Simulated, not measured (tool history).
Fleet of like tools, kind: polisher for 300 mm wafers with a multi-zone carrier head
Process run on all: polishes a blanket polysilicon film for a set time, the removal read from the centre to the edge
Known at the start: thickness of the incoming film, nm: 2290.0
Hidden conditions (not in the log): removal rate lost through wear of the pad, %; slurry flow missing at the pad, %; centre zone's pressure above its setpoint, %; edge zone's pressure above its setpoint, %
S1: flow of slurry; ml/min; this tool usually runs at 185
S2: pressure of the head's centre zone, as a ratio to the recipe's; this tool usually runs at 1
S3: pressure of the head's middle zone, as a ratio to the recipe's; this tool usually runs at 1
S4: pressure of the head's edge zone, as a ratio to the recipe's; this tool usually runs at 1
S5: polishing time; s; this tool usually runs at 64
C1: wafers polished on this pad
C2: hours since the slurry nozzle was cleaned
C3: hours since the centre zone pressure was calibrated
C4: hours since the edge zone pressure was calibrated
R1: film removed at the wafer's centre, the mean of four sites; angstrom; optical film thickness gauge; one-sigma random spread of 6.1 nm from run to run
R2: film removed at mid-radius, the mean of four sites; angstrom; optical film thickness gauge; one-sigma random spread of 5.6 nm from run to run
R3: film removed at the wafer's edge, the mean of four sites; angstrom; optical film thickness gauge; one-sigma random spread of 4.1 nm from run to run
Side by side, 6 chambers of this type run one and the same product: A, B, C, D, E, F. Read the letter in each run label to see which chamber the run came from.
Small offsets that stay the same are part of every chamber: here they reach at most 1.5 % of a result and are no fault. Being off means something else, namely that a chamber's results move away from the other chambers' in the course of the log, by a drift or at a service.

run   hour   S1    S2    S3    S4  S5    C1     C2     C3      C4      R1      R2      R3
 1A    3.1  185     1     1     1  64   742    5.4  194.3   347.8  6819.9  6738.4    6709
 2C    7.1  185     1     1     1  64   711  781.7  104.4    92.4  6521.9  6690.3  6683.5
       7.7  -- chamber F: worn pad replaced by a new one
 3D   12.2  185     1     1     1  64   542  426.8  348.6   165.7  6694.8  6747.3  6676.7
      13.4  -- chamber C: worn pad replaced by a new one
 4E   15.5  185     1     1     1  64   627  214.1  283.4    1154  6617.3  6641.8    6656
 5F   20.8  185     1     1     1  64   153  154.4  607.7   469.8    6805  6660.4  6672.4
 6B   24.5  185     1     1     1  64   530  349.1  323.5   985.1  6758.4  6736.8  6749.9
 7D   30.5  185     1  1.05  0.88  64   756  445.1  366.9     184  6606.4  7053.5  6191.1
 8F   34.2  185     1  1.05  0.88  64   310  167.8  621.1   483.2  6729.2  7053.2  6242.4
 9A   37.3  185     1  1.05  0.88  64  1141   39.6  228.5     382  6831.9  7044.6  6268.2
10C     41  185     1  1.05  0.88  64   322  815.6  138.3   126.3  6594.6  6996.6  6327.4
11B   45.1  185     1  1.05  0.88  64   771  369.7  344.1  1005.7    6756  6922.6  6298.9
12E   50.3  185     1  1.05  0.88  64  1033  248.9  318.2  1188.8  6675.4  6810.5  6212.1
      52.5  -- chamber F: slurry nozzle cleaned
      54.2  -- chamber A: worn pad replaced by a new one
13A   56.9  185     1     1     1  64    31   59.2  248.1   401.6  6751.4  6664.9  6740.5
      58.1  -- chamber B: worn pad replaced by a new one
14D   61.6  185     1     1     1  64  1119  476.2    398   215.1  6572.4  6707.1  6596.7
15E   65.1  185     1     1     1  64  1206  263.7    333  1203.6  6764.1  6647.7    6631
      67.4  -- chamber E: edge zone pressure recalibrated
      70.4  -- chamber F: worn pad replaced by a new one
16B   71.7  185     1     1     1  64   159  396.3  370.7  1032.3  6691.3  6642.9  6819.6
17F   76.5  185  0.92     1     1  45    71     24  663.4   525.5  4335.3  4684.7  4706.4
      80.9  -- chamber E: worn pad replaced by a new one
18C     82  185  0.92     1     1  45   801  856.6  179.3   167.3  4247.8  4697.8  4740.1
      82.3  -- chamber C: worn pad replaced by a new one
19B   86.2  185  0.92     1     1  45   328  410.8  385.2  1046.8  4353.6  4739.2  4736.1
20F     91  185  0.92     1     1  45   240   38.5  677.9     540  4254.5  4706.7  4662.3
21D   97.9  185  0.92     1     1  45  1542  512.5  434.3   251.4  4168.5  4584.4  4550.3
22C  101.4  185  0.92     1     1  45   223    876  198.7   186.7  4235.6  4677.8  4753.9
     103.3  -- chamber C: slurry nozzle cleaned
23E  105.3  185     1     1     1  64   285  303.9  373.2    37.9  6688.4  6638.6  6680.3
24A  110.1  185     1     1     1  64   652  112.4  301.3   454.8  6654.3  6695.6  6737.2
25D  116.1  185     1     1     1  64  1754  530.7  452.5   269.6  6460.7  6548.3    6543
26C  121.9  245     1     1     1  64   463   18.7  219.2   207.2    6897  6999.1  6936.1
27F  126.7  245     1     1     1  64   657   74.2  713.6   575.7  7031.1  7010.1  6834.6
28B  132.6  245     1     1     1  64   869  457.2  431.6  1093.2  7012.5  6976.1  6929.6
     136.1  -- chamber B: worn pad replaced by a new one
29E  137.8  245     1     1     1  64   665  336.4  405.7    70.4  6956.9  6874.1  6902.7
     139.3  -- chamber F: worn pad replaced by a new one
30A  142.5  245     1     1     1  64  1030  144.8  333.7   487.2  7033.1  6986.4  6961.1
31D  148.8  245     1     1     1  64  2136  563.4  485.2   302.3  6663.2  6754.3    6659
32F  154.6  185     1     1     1  64   179  102.1  741.5   603.6  6702.8  6624.2  6604.1
     154.9  -- chamber C: worn pad replaced by a new one
33A  159.8  185     1     1     1  64  1232  162.1    351   504.5  6686.2  6678.2  6720.8
     160.6  -- chamber B: centre zone pressure recalibrated
34B  164.7  185     1     1     1  64   334  489.3    4.2  1125.3  6660.5    6704  6742.3
35C  168.7  185     1     1     1  64   161   65.5    266     254    6656  6720.1  6751.3
36E  175.7  185     1     1     1  64  1107  374.3  443.6   108.3  6599.6  6743.7  6671.3
37D  180.8  185     1     1     1  64  2509  595.4  517.2   334.3  6383.3  6449.2  6393.6
38C  184.2  185     1     1     1  64   341     81  281.5   269.5  6503.6  6829.3  6731.1

One chamber off, gauge drift, or nothing amiss beyond the chambers' own small offsets? If it is a chamber, which one, and what is the likeliest cause?

Chamber D drifts away from the others.
Most likely cause: removal rate lost through wear of the pad, % = 4.73.
With only this log, it may be confused with: slurry flow missing at the pad, %.

Which of the 4 candidates below, each the usual settings with something changed and its results left as question marks, puts chamber D back in line with what the other chambers give on the usual settings?
In line means no further than this from the other chambers' mean on the usual settings: R1 210 angstrom; R2 200 angstrom; R3 140 angstrom
39D-1  189.2  185   1   1   1  61                   ?   ?   ?
39D-2  189.2  185   1   1   1  65                   ?   ?   ?
39D-3  189.2  185   1   1   1  63                   ?   ?   ?
39D-4  189.2  185   1   1   1  67                   ?   ?   ?

The mean the other chambers reach with the usual settings: R1 6691 angstrom; R2 6708.3 angstrom; R3 6696.9 angstrom
  run      R1      R2      R3
39D-1  6032.2  6129.5  6066.2
39D-2  6427.7  6531.4    6464
39D-3    6230  6330.4  6265.1
39D-4  6625.5  6732.4  6662.9
The right change is 39D-4: it brings the chamber back within the allowed miss of the others.

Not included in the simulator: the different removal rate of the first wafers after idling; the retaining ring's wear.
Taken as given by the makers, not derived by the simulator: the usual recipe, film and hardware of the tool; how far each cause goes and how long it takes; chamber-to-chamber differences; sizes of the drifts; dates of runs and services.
